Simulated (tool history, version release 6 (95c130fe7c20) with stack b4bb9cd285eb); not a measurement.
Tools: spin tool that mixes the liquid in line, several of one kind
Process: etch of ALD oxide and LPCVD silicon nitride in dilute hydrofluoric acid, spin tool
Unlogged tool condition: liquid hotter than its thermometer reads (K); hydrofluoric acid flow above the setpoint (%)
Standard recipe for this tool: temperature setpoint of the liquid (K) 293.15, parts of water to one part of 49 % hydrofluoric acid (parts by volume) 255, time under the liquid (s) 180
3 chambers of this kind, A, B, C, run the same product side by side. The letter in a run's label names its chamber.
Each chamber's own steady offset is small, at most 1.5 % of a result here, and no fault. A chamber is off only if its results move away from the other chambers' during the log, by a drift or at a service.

run	hour	temperature setpoint of the liquid (K)	parts of water to one part of 49 % hydrofluoric acid (parts by volume)	time under the liquid (s)	hours since the thermometer was replaced	hours since the hydrofluoric acid flow meter was replaced	read-back film thickness of the ALD oxide reference wafer, read on the same gauge (nm)	read-back film thickness of the LPCVD silicon nitride reference wafer, read on the same gauge (nm)	thickness taken off the ALD oxide on a monitor wafer (nm)	thickness taken off the LPCVD silicon nitride on a monitor wafer (nm)
1A	5.2	293.15	255	180	74.9	134.1	59.993	119.99	9.7944	0.30582
2B	10.6	293.15	255	180	1646.2	1559.7	60.005	119.98	9.7493	0.32865
3C	20.6	293.15	255	180	404.6	262.5	60.002	119.96	9.7261	0.29639
4B	26.2	293.15	255	180	1661.8	1575.3	60.003	119.98	9.7447	0.31377
5A	37.1	293.15	255	180	106.8	166	60.007	120.03	9.8372	0.30038
6C	45.1	293.15	255	180	429.1	287	59.993	119.98	9.7271	0.29823
7B	55.8	293.15	255	180	1691.4	1604.9	60.027	120.02	9.7686	0.29882
8C	64.7	293.15	255	180	448.7	306.6	60.012	119.96	9.6975	0.26241
9A	73.2	293.15	255	180	142.9	202.1	60.004	120.08	9.8234	0.27333
10B	81.5	293.15	255	180	1717.1	1630.6	60.006	119.99	9.8269	0.35313
11C	87.5	293.15	185	180	471.5	329.4	59.985	120.03	14.338	0.42167
12A	97.4	293.15	185	180	167.1	226.3	59.991	119.98	14.4	0.46037
13A	102.6	293.15	185	180	172.3	231.5	60.003	120.06	14.631	0.47306
14B	114	293.15	255	180	1749.6	1663.1	60.011	119.97	9.8996	0.26247
15C	120	293.15	255	180	504	361.9	60.022	120.01	9.8223	0.3043
16C	129.6	293.15	255	180	513.6	371.5	60.009	120.01	9.7984	0.30769
17A	140.4	293.15	255	180	210.1	269.3	59.998	120.03	9.8563	0.23541
18B	150.4	293.15	255	180	1786	1699.5	60.001	119.98	9.8986	0.25464
19B	156.2	293.15	255	180	1791.8	1705.3	59.989	119.99	9.7873	0.31168
20A	162.1	293.15	255	180	231.8	291	59.974	120.02	9.9438	0.32514
21C	172	293.15	255	180	556	413.9	60.009	120	9.6988	0.33415
22A	177.5	293.15	255	180	247.2	306.4	60.014	119.99	9.9576	0.28966
23B	186.3	293.15	255	180	1821.9	1735.4	59.984	120	9.7218	0.29232
24C	194.8	293.15	255	180	578.8	436.7	59.991	119.99	9.7182	0.30468
25B	205.4	293.15	255	180	1841	1754.5	59.983	120	9.8809	0.28498
26C	213.3	293.15	255	180	597.3	455.2	60.016	120.03	9.5657	0.23859
27A	222.1	293.15	255	180	291.8	351	59.989	120.02	9.9718	0.24516
28A	232.7	293.15	255	180	302.4	361.6	60.006	119.97	10.224	0.22914
29C	239.1	293.15	255	180	623.1	481	60.016	120.02	9.7946	0.33708
30B	249.2	293.15	255	180	1884.8	1798.3	60.002	120.04	9.5936	0.35471
31A	260	293.15	255	180	329.7	388.9	59.998	120.04	10.161	0.2729
32C	266.1	293.15	255	180	650.1	508	59.993	120.03	9.8235	0.28158
33B	273.1	293.15	255	180	1908.7	1822.2	60.023	119.97	9.7522	0.34926
34C	282.6	293.15	255	180	666.6	524.5	60.013	120.03	9.6579	0.29459
35A	293.9	293.15	255	180	363.6	422.8	60.009	119.95	10.407	0.31459
36B	299.7	293.15	255	180	1935.3	1848.8	59.994	119.99	9.964	0.28753
37B	306.4	293.15	365	180	1942	1855.5	59.988	119.96	6.2177	0.2238
38A	317.2	293.15	365	180	386.9	446.1	59.991	119.97	6.6245	0.22176
39C	326.3	293.15	365	180	710.3	568.2	59.996	119.96	5.9949	0.22656
40B	332.5	293.15	255	180	1968.1	1881.6	59.983	120.02	9.9368	0.25244
41C	342	293.15	255	180	726	583.9	60.007	119.99	9.7528	0.30866
42A	347.7	295.15	295	180	417.4	476.6	60.028	120.01	9.2995	0.28796
43B	356.5	295.15	295	180	1992.1	1905.6	59.994	120.01	8.7325	0.30994
# hour 361.5: chamber C: hydrofluoric acid flow meter replaced
44C	362.7	295.15	295	180	746.7	1.3	60.01	119.97	8.7992	0.26807

Is one chamber off against the others, does the gauge drift, or is nothing wrong? If a chamber is off, say which, and what the likeliest cause is.

One chamber, A, drifts off from the rest bit by bit.
Likeliest cause: hydrofluoric acid flow above the setpoint (%) = 5.98.

Here are 4 candidates for chamber A's next run, each the usual settings with a change, their results left as question marks. Which one brings its results back in line with what the others give on the usual settings?
In line here means within this much of the mean the other chambers give on the usual settings: thickness taken off the ALD oxide on a monitor wafer (nm) 0.32; thickness taken off the LPCVD silicon nitride on a monitor wafer (nm) 0.11
45A-1	370.9	292.65	240	180					?	?
45A-2	370.9	292.15	230	185					?	?
45A-3	370.9	294.15	285	175					?	?
45A-4	370.9	293.65	270	175					?	?

Average result of the remaining chambers running the usual settings: thickness taken off the ALD oxide on a monitor wafer (nm) 9.7909; thickness taken off the LPCVD silicon nitride on a monitor wafer (nm) 0.29221
run	thickness taken off the ALD oxide on a monitor wafer (nm)	thickness taken off the LPCVD silicon nitride on a monitor wafer (nm)
45A-1	11.057	0.29731
45A-2	11.751	0.30855
45A-3	9.1646	0.26846
45A-4	9.6367	0.27445
With 45A-4, the chamber falls back in line with the rest.

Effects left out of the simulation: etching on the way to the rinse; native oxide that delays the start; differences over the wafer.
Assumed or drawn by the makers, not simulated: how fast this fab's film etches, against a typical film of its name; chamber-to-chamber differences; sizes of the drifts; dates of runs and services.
